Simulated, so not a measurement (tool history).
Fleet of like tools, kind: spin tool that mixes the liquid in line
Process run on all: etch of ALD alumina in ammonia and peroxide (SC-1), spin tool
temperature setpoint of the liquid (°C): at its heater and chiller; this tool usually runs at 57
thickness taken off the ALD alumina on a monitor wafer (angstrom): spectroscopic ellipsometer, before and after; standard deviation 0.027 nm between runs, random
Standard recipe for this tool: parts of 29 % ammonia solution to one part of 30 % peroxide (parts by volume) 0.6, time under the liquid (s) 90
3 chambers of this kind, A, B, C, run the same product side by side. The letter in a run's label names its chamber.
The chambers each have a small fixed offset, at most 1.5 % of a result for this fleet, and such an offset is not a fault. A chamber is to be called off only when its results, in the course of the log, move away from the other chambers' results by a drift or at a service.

| run | hour | temperature setpoint of the liquid (°C) | parts of 29 % ammonia solution to one part of 30 % peroxide (parts by volume) | time under the liquid (s) | hours since the thermometer was replaced | hours since the ammonia flow meter was replaced | hours since the heated supply line was repaired | hours since the drum of ammonia solution was connected | read-back film thickness of the ALD alumina reference wafer, read on the same gauge (nm) | thickness taken off the ALD alumina on a monitor wafer (angstrom) |
|---|---|---|---|---|---|---|---|---|---|---|
| 1B | 4.9 | 57 | 0.6 | 90 | 2437.6 | 610.2 | 542.2 | 420 | 140.01 | 43.871 |
| 2C | 13.9 | 57 | 0.6 | 90 | 811.3 | 136.7 | 483.7 | 282.4 | 140.01 | 43.103 |
|  | 19.8 | chamber B: thermometer replaced |
| 3A | 20.5 | 57 | 0.6 | 90 | 463.4 | 180 | 2681.6 | 27.1 | 139.99 | 43.626 |
|  | 28.8 | chamber B: new drum of ammonia solution connected |
| 4B | 28.9 | 57 | 0.6 | 90 | 9.2 | 634.2 | 566.2 | 0.2 | 139.99 | 43.412 |
| 5A | 35.9 | 57 | 0.6 | 90 | 478.8 | 195.4 | 2697 | 42.5 | 140 | 43.816 |
| 6C | 41.1 | 57 | 0.6 | 130 | 838.5 | 163.9 | 510.9 | 309.6 | 139.99 | 61.716 |
| 7B | 52.1 | 57 | 0.6 | 130 | 32.4 | 657.4 | 589.4 | 23.4 | 140 | 63.233 |
| 8A | 58.5 | 57 | 0.6 | 130 | 501.4 | 218 | 2719.6 | 65.1 | 140 | 63.615 |
| 9C | 67.4 | 57 | 0.6 | 90 | 864.8 | 190.2 | 537.2 | 335.9 | 140.01 | 42.922 |
| 10C | 78 | 57 | 0.6 | 90 | 875.4 | 200.8 | 547.8 | 346.5 | 140.02 | 43.052 |
| 11B | 87.1 | 57 | 0.6 | 90 | 67.4 | 692.4 | 624.4 | 58.4 | 140 | 44.113 |
| 12A | 97.5 | 57 | 0.6 | 90 | 540.4 | 257 | 2758.6 | 104.1 | 140.01 | 43.879 |
|  | 102.5 | chamber A: thermometer replaced |
| 13B | 102.5 | 57 | 0.35 | 65 | 82.8 | 707.8 | 639.8 | 73.8 | 140.02 | 29.996 |
| 14A | 112.5 | 57 | 0.35 | 65 | 10.1 | 272 | 2773.6 | 119.1 | 140.01 | 30.037 |
| 15C | 122.9 | 57 | 0.35 | 65 | 920.3 | 245.7 | 592.7 | 391.4 | 139.99 | 29.949 |
| 16A | 133.2 | 57 | 0.6 | 90 | 30.8 | 292.7 | 2794.3 | 139.8 | 139.98 | 44.223 |
| 17C | 142.4 | 57 | 0.6 | 90 | 939.8 | 265.2 | 612.2 | 410.9 | 140 | 43.114 |
| 18B | 149.6 | 57 | 0.6 | 90 | 129.9 | 754.9 | 686.9 | 120.9 | 140 | 43.97 |
| 19C | 154.6 | 57 | 0.6 | 90 | 952 | 277.4 | 624.4 | 423.1 | 140.02 | 42.96 |
| 20B | 163.4 | 57 | 0.6 | 90 | 143.7 | 768.7 | 700.7 | 134.7 | 140.01 | 43.313 |
| 21A | 173 | 57 | 0.6 | 90 | 70.6 | 332.5 | 2834.1 | 179.6 | 139.98 | 43.786 |
|  | 178.1 | chamber B: ammonia flow meter replaced |
| 22A | 179.7 | 57 | 0.6 | 90 | 77.3 | 339.2 | 2840.8 | 186.3 | 139.99 | 44.043 |
| 23B | 186.8 | 57 | 0.6 | 90 | 167.1 | 8.8 | 724.1 | 158.1 | 139.99 | 43.734 |
| 24C | 197.7 | 57 | 0.6 | 90 | 995.1 | 320.5 | 667.5 | 466.2 | 140 | 43.118 |
| 25A | 207.9 | 57 | 0.6 | 90 | 105.5 | 367.4 | 2869 | 214.5 | 140.02 | 43.695 |
| 26B | 215.6 | 57 | 0.6 | 130 | 195.9 | 37.6 | 752.9 | 186.9 | 140 | 62.782 |
|  | 218.1 | chamber C: new drum of ammonia solution connected |
| 27C | 225.2 | 57 | 0.6 | 130 | 1022.6 | 348 | 695 | 7.2 | 140.01 | 62.895 |
| 28C | 234 | 57 | 0.6 | 130 | 1031.4 | 356.8 | 703.8 | 16 | 140 | 62.473 |
| 29A | 244.4 | 57 | 0.6 | 90 | 142 | 403.9 | 2905.5 | 251 | 140.02 | 43.513 |
| 30B | 252.3 | 57 | 0.6 | 90 | 232.6 | 74.3 | 789.6 | 223.6 | 140 | 43.735 |
| 31C | 259 | 57 | 0.6 | 90 | 1056.4 | 381.8 | 728.8 | 41 | 140 | 42.811 |
| 32B | 264.5 | 57 | 0.6 | 90 | 244.8 | 86.5 | 801.8 | 235.8 | 140.02 | 43.25 |
|  | 269 | chamber A: new drum of ammonia solution connected |
| 33A | 270.4 | 57 | 0.6 | 90 | 168 | 429.9 | 2931.5 | 1.5 | 140 | 43.52 |
| 34C | 280.5 | 57 | 0.6 | 90 | 1077.9 | 403.3 | 750.3 | 62.5 | 140 | 43.116 |
| 35A | 287 | 64 | 0.4 | 90 | 184.6 | 446.5 | 2948.1 | 18.1 | 140.01 | 60.496 |
| 36B | 295.4 | 64 | 0.4 | 90 | 275.7 | 117.4 | 832.7 | 266.7 | 140.01 | 60.948 |
| 37B | 305.3 | 64 | 0.4 | 90 | 285.6 | 127.3 | 842.6 | 276.6 | 139.99 | 60.387 |
| 38C | 312.1 | 64.5 | 0.4 | 90 | 1109.5 | 434.9 | 781.9 | 94.1 | 140.01 | 60.972 |
|  | 316.3 | chamber C: thermometer replaced |
| 39A | 319.1 | 64.5 | 0.4 | 90 | 216.7 | 478.6 | 2980.2 | 50.2 | 140.02 | 61.714 |
| 40C | 324.4 | 64.5 | 0.4 | 90 | 8.1 | 447.2 | 794.2 | 106.4 | 140.01 | 61.267 |
| 41A | 329.3 | 57 | 0.6 | 90 | 226.9 | 488.8 | 2990.4 | 60.4 | 140 | 43.97 |
| 42B | 335.9 | 57 | 0.6 | 90 | 316.2 | 157.9 | 873.2 | 307.2 | 140 | 43.733 |
| 43C | 342.6 | 61.5 | 0.45 | 90 | 26.3 | 465.4 | 812.4 | 124.6 | 139.99 | 52.815 |
| 44B | 349.4 | 61.5 | 0.45 | 90 | 329.7 | 171.4 | 886.7 | 320.7 | 140.01 | 53.785 |

All 3 chambers run these settings next. Forecast each chamber's results:
| 45A | 357.3 | 57 | 0.6 | 90 |  |  |  |  |  | ? |
| 45B | 357.3 | 57 | 0.6 | 90 |  |  |  |  |  | ? |
| 45C | 357.3 | 57 | 0.6 | 90 |  |  |  |  |  | ? |

| run | thickness taken off the ALD alumina on a monitor wafer (angstrom) |
|---|---|
| 45A | 43.933 |
| 45B | 43.499 |
| 45C | 43.648 |
